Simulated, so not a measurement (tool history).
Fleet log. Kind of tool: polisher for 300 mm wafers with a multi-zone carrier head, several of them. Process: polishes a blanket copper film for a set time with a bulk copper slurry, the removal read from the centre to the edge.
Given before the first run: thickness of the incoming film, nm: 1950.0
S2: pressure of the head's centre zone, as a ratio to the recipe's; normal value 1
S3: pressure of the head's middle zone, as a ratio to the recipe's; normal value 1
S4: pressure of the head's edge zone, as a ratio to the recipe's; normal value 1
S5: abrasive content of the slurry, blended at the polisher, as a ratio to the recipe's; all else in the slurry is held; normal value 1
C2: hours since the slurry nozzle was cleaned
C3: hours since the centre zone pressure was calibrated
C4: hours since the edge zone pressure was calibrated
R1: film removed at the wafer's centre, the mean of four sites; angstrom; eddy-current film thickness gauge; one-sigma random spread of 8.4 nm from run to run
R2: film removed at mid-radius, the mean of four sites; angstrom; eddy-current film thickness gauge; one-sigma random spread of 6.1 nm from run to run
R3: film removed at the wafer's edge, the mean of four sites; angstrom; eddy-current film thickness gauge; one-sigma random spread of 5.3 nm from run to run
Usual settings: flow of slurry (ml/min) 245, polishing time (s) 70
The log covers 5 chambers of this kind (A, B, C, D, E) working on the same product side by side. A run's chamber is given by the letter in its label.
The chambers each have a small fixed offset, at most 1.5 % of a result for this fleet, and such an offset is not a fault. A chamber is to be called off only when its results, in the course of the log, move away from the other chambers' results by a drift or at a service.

{"run": "1A", "hour": 8.5, "flow of slurry (ml/min)": 245, "S2": 1, "S3": 1, "S4": 1, "S5": 1, "polishing time (s)": 70, "wafers polished on this pad": 440, "C2": 117.9, "C3": 827.3, "C4": 179.7, "R1": 6168.1, "R2": 5881.6, "R3": 5920.4}
{"run": "2B", "hour": 15.4, "flow of slurry (ml/min)": 245, "S2": 1, "S3": 1, "S4": 1, "S5": 1, "polishing time (s)": 70, "wafers polished on this pad": 449, "C2": 482.2, "C3": 651.2, "C4": 825.3, "R1": 5766.1, "R2": 6064.8, "R3": 6011.8}
{"run": "3E", "hour": 25.4, "flow of slurry (ml/min)": 245, "S2": 1, "S3": 1, "S4": 1, "S5": 1, "polishing time (s)": 70, "wafers polished on this pad": 631, "C2": 563.2, "C3": 30.3, "C4": 152.9, "R1": 6060.2, "R2": 6021.9, "R3": 6019.6}
{"hour": 27.6, "done": "chamber D: worn pad replaced by a new one"}
{"run": "4C", "hour": 37.0, "flow of slurry (ml/min)": 245, "S2": 1, "S3": 1, "S4": 1, "S5": 1, "polishing time (s)": 70, "wafers polished on this pad": 681, "C2": 716.8, "C3": 1027.5, "C4": 125.8, "R1": 6019.7, "R2": 5954.6, "R3": 6025.1}
{"hour": 40.4, "done": "chamber B: worn pad replaced by a new one"}
{"hour": 44.6, "done": "chamber A: worn pad replaced by a new one"}
{"run": "5D", "hour": 45.4, "flow of slurry (ml/min)": 245, "S2": 1, "S3": 1, "S4": 1, "S5": 1, "polishing time (s)": 70, "wafers polished on this pad": 186, "C2": 67.2, "C3": 299.4, "C4": 63.2, "R1": 6017.5, "R2": 5934.3, "R3": 5942.4}
{"run": "6C", "hour": 51.6, "flow of slurry (ml/min)": 245, "S2": 1, "S3": 1, "S4": 1, "S5": 1, "polishing time (s)": 70, "wafers polished on this pad": 834, "C2": 731.4, "C3": 1042.1, "C4": 140.4, "R1": 5967.7, "R2": 5949.6, "R3": 5886.2}
{"hour": 52.8, "done": "chamber C: slurry nozzle cleaned"}
{"run": "7D", "hour": 56.8, "flow of slurry (ml/min)": 245, "S2": 1, "S3": 1, "S4": 1, "S5": 1, "polishing time (s)": 70, "wafers polished on this pad": 305, "C2": 78.6, "C3": 310.8, "C4": 74.6, "R1": 6016.2, "R2": 5902.4, "R3": 5948.2}
{"hour": 62.4, "done": "chamber C: centre zone pressure recalibrated"}
{"hour": 66.3, "done": "chamber E: worn pad replaced by a new one"}
{"run": "8A", "hour": 66.7, "flow of slurry (ml/min)": 245, "S2": 1, "S3": 1, "S4": 1, "S5": 1, "polishing time (s)": 70, "wafers polished on this pad": 231, "C2": 176.1, "C3": 885.5, "C4": 237.9, "R1": 6105.8, "R2": 5944.4, "R3": 5938.8}
{"run": "9E", "hour": 74.7, "flow of slurry (ml/min)": 245, "S2": 1, "S3": 1, "S4": 1, "S5": 1, "polishing time (s)": 70, "wafers polished on this pad": 88, "C2": 612.5, "C3": 79.6, "C4": 202.2, "R1": 6019.9, "R2": 6053.4, "R3": 6020.6}
{"hour": 78.1, "done": "chamber B: slurry nozzle cleaned"}
{"run": "10B", "hour": 85.0, "flow of slurry (ml/min)": 245, "S2": 1, "S3": 1, "S4": 1, "S5": 1, "polishing time (s)": 70, "wafers polished on this pad": 467, "C2": 6.9, "C3": 720.8, "C4": 894.9, "R1": 6028.9, "R2": 5949.7, "R3": 6062.4}
{"run": "11C", "hour": 90.5, "flow of slurry (ml/min)": 245, "S2": 1, "S3": 1, "S4": 0.91, "S5": 1, "polishing time (s)": 70, "wafers polished on this pad": 1241, "C2": 37.7, "C3": 28.1, "C4": 179.3, "R1": 5931, "R2": 5994.5, "R3": 5650.8}
{"hour": 98.5, "done": "chamber D: centre zone pressure recalibrated"}
{"run": "12E", "hour": 101.4, "flow of slurry (ml/min)": 245, "S2": 1, "S3": 1, "S4": 0.91, "S5": 1, "polishing time (s)": 70, "wafers polished on this pad": 367, "C2": 639.2, "C3": 106.3, "C4": 228.9, "R1": 5922, "R2": 5844.1, "R3": 5723.5}
{"hour": 104.4, "done": "chamber B: worn pad replaced by a new one"}
{"hour": 105.4, "done": "chamber C: worn pad replaced by a new one"}
{"run": "13D", "hour": 108.9, "flow of slurry (ml/min)": 245, "S2": 1, "S3": 1, "S4": 0.91, "S5": 1, "polishing time (s)": 70, "wafers polished on this pad": 851, "C2": 130.7, "C3": 10.5, "C4": 126.7, "R1": 5960.8, "R2": 5989.5, "R3": 5696.8}
{"run": "14B", "hour": 114.7, "flow of slurry (ml/min)": 245, "S2": 1, "S3": 1, "S4": 0.91, "S5": 1, "polishing time (s)": 70, "wafers polished on this pad": 108, "C2": 36.6, "C3": 750.5, "C4": 924.6, "R1": 5981.2, "R2": 6084.8, "R3": 5755.4}
{"run": "15A", "hour": 120.4, "flow of slurry (ml/min)": 245, "S2": 1, "S3": 1, "S4": 0.91, "S5": 1, "polishing time (s)": 70, "wafers polished on this pad": 793, "C2": 229.8, "C3": 939.2, "C4": 291.6, "R1": 5895.2, "R2": 5780.1, "R3": 5646.8}
{"run": "16B", "hour": 127.6, "flow of slurry (ml/min)": 245, "S2": 1, "S3": 1.07, "S4": 1, "S5": 1, "polishing time (s)": 70, "wafers polished on this pad": 243, "C2": 49.5, "C3": 763.4, "C4": 937.5, "R1": 5993.3, "R2": 6277.3, "R3": 6038.5}
{"run": "17E", "hour": 137.9, "flow of slurry (ml/min)": 245, "S2": 1, "S3": 1.07, "S4": 1, "S5": 1, "polishing time (s)": 70, "wafers polished on this pad": 749, "C2": 675.7, "C3": 142.8, "C4": 265.4, "R1": 6017.9, "R2": 6286.7, "R3": 5938.4}
{"hour": 138.6, "done": "chamber A: worn pad replaced by a new one"}
{"run": "18A", "hour": 143.1, "flow of slurry (ml/min)": 245, "S2": 1, "S3": 1.07, "S4": 1, "S5": 1, "polishing time (s)": 70, "wafers polished on this pad": 47, "C2": 252.5, "C3": 961.9, "C4": 314.3, "R1": 5713.7, "R2": 6440.9, "R3": 5860.7}
{"run": "19D", "hour": 154.6, "flow of slurry (ml/min)": 245, "S2": 1, "S3": 1.07, "S4": 1, "S5": 1, "polishing time (s)": 70, "wafers polished on this pad": 1329, "C2": 176.4, "C3": 56.2, "C4": 172.4, "R1": 5900.6, "R2": 6249.2, "R3": 5831.5}
{"hour": 159.0, "done": "chamber D: worn pad replaced by a new one"}
{"hour": 161.8, "done": "chamber B: worn pad replaced by a new one"}
{"run": "20C", "hour": 161.8, "flow of slurry (ml/min)": 245, "S2": 1, "S3": 1.07, "S4": 1, "S5": 1, "polishing time (s)": 70, "wafers polished on this pad": 590, "C2": 109, "C3": 99.4, "C4": 250.6, "R1": 5993.5, "R2": 6425.2, "R3": 5897}
{"run": "21E", "hour": 170.0, "flow of slurry (ml/min)": 245, "S2": 1, "S3": 1, "S4": 1, "S5": 1, "polishing time (s)": 70, "wafers polished on this pad": 1085, "C2": 707.8, "C3": 174.9, "C4": 297.5, "R1": 5989.7, "R2": 6023.8, "R3": 5957.9}
{"run": "22A", "hour": 179.5, "flow of slurry (ml/min)": 245, "S2": 1, "S3": 1, "S4": 1, "S5": 1, "polishing time (s)": 70, "wafers polished on this pad": 428, "C2": 288.9, "C3": 998.3, "C4": 350.7, "R1": 5614.4, "R2": 5982.2, "R3": 5892.6}
{"hour": 183.6, "done": "chamber E: worn pad replaced by a new one"}
{"run": "23C", "hour": 186.9, "flow of slurry (ml/min)": 245, "S2": 1, "S3": 1, "S4": 1, "S5": 1, "polishing time (s)": 70, "wafers polished on this pad": 853, "C2": 134.1, "C3": 124.5, "C4": 275.7, "R1": 5992.4, "R2": 5972.1, "R3": 5986.9}
{"run": "24B", "hour": 194.0, "flow of slurry (ml/min)": 245, "S2": 1, "S3": 1, "S4": 1, "S5": 1, "polishing time (s)": 70, "wafers polished on this pad": 337, "C2": 115.9, "C3": 829.8, "C4": 1003.9, "R1": 6032.6, "R2": 6069.1, "R3": 6097.2}
{"run": "25D", "hour": 200.4, "flow of slurry (ml/min)": 245, "S2": 1, "S3": 1, "S4": 1, "S5": 1, "polishing time (s)": 70, "wafers polished on this pad": 433, "C2": 222.2, "C3": 102, "C4": 218.2, "R1": 6000.8, "R2": 5998.2, "R3": 5945}
{"run": "26E", "hour": 210.1, "flow of slurry (ml/min)": 245, "S2": 1, "S3": 1, "S4": 1, "S5": 1, "polishing time (s)": 70, "wafers polished on this pad": 277, "C2": 747.9, "C3": 215, "C4": 337.6, "R1": 5869.4, "R2": 5966.9, "R3": 5923.5}
{"hour": 213.1, "done": "chamber B: worn pad replaced by a new one"}
{"hour": 214.4, "done": "chamber A: worn pad replaced by a new one"}
{"run": "27D", "hour": 218.4, "flow of slurry (ml/min)": 245, "S2": 1, "S3": 1, "S4": 1, "S5": 1, "polishing time (s)": 70, "wafers polished on this pad": 621, "C2": 240.2, "C3": 120, "C4": 236.2, "R1": 5863.2, "R2": 5898.7, "R3": 5941.6}
{"run": "28A", "hour": 226.5, "flow of slurry (ml/min)": 245, "S2": 1, "S3": 1, "S4": 1, "S5": 1, "polishing time (s)": 70, "wafers polished on this pad": 127, "C2": 335.9, "C3": 1045.3, "C4": 397.7, "R1": 5298.8, "R2": 5845.8, "R3": 5901.6}
{"run": "29B", "hour": 233.0, "flow of slurry (ml/min)": 245, "S2": 1, "S3": 1, "S4": 1, "S5": 1, "polishing time (s)": 70, "wafers polished on this pad": 208, "C2": 154.9, "C3": 868.8, "C4": 1042.9, "R1": 6043.2, "R2": 6013.4, "R3": 5959.1}
{"run": "30C", "hour": 241.9, "flow of slurry (ml/min)": 245, "S2": 1, "S3": 1, "S4": 1, "S5": 1, "polishing time (s)": 70, "wafers polished on this pad": 1429, "C2": 189.1, "C3": 179.5, "C4": 330.7, "R1": 5946.4, "R2": 5949.8, "R3": 5953}

All 5 chambers run these settings next. Forecast each chamber's results:
{"run": "31A", "hour": 250.4, "flow of slurry (ml/min)": 245, "S2": 1, "S3": 1, "S4": 1.12, "S5": 1, "polishing time (s)": 70, "R1": "?", "R2": "?", "R3": "?"}
{"run": "31B", "hour": 250.4, "flow of slurry (ml/min)": 245, "S2": 1, "S3": 1, "S4": 1.12, "S5": 1, "polishing time (s)": 70, "R1": "?", "R2": "?", "R3": "?"}
{"run": "31C", "hour": 250.4, "flow of slurry (ml/min)": 245, "S2": 1, "S3": 1, "S4": 1.12, "S5": 1, "polishing time (s)": 70, "R1": "?", "R2": "?", "R3": "?"}
{"run": "31D", "hour": 250.4, "flow of slurry (ml/min)": 245, "S2": 1, "S3": 1, "S4": 1.12, "S5": 1, "polishing time (s)": 70, "R1": "?", "R2": "?", "R3": "?"}
{"run": "31E", "hour": 250.4, "flow of slurry (ml/min)": 245, "S2": 1, "S3": 1, "S4": 1.12, "S5": 1, "polishing time (s)": 70, "R1": "?", "R2": "?", "R3": "?"}

run=31A R1=5312.9 R2=5960.8 R3=6288.8
run=31B R1=5805.3 R2=6060.4 R3=6401.3
run=31C R1=5874.4 R2=6052.6 R3=6407
run=31D R1=5883.7 R2=5945.4 R3=6307.5
run=31E R1=6142.1 R2=5957.4 R3=6372.2

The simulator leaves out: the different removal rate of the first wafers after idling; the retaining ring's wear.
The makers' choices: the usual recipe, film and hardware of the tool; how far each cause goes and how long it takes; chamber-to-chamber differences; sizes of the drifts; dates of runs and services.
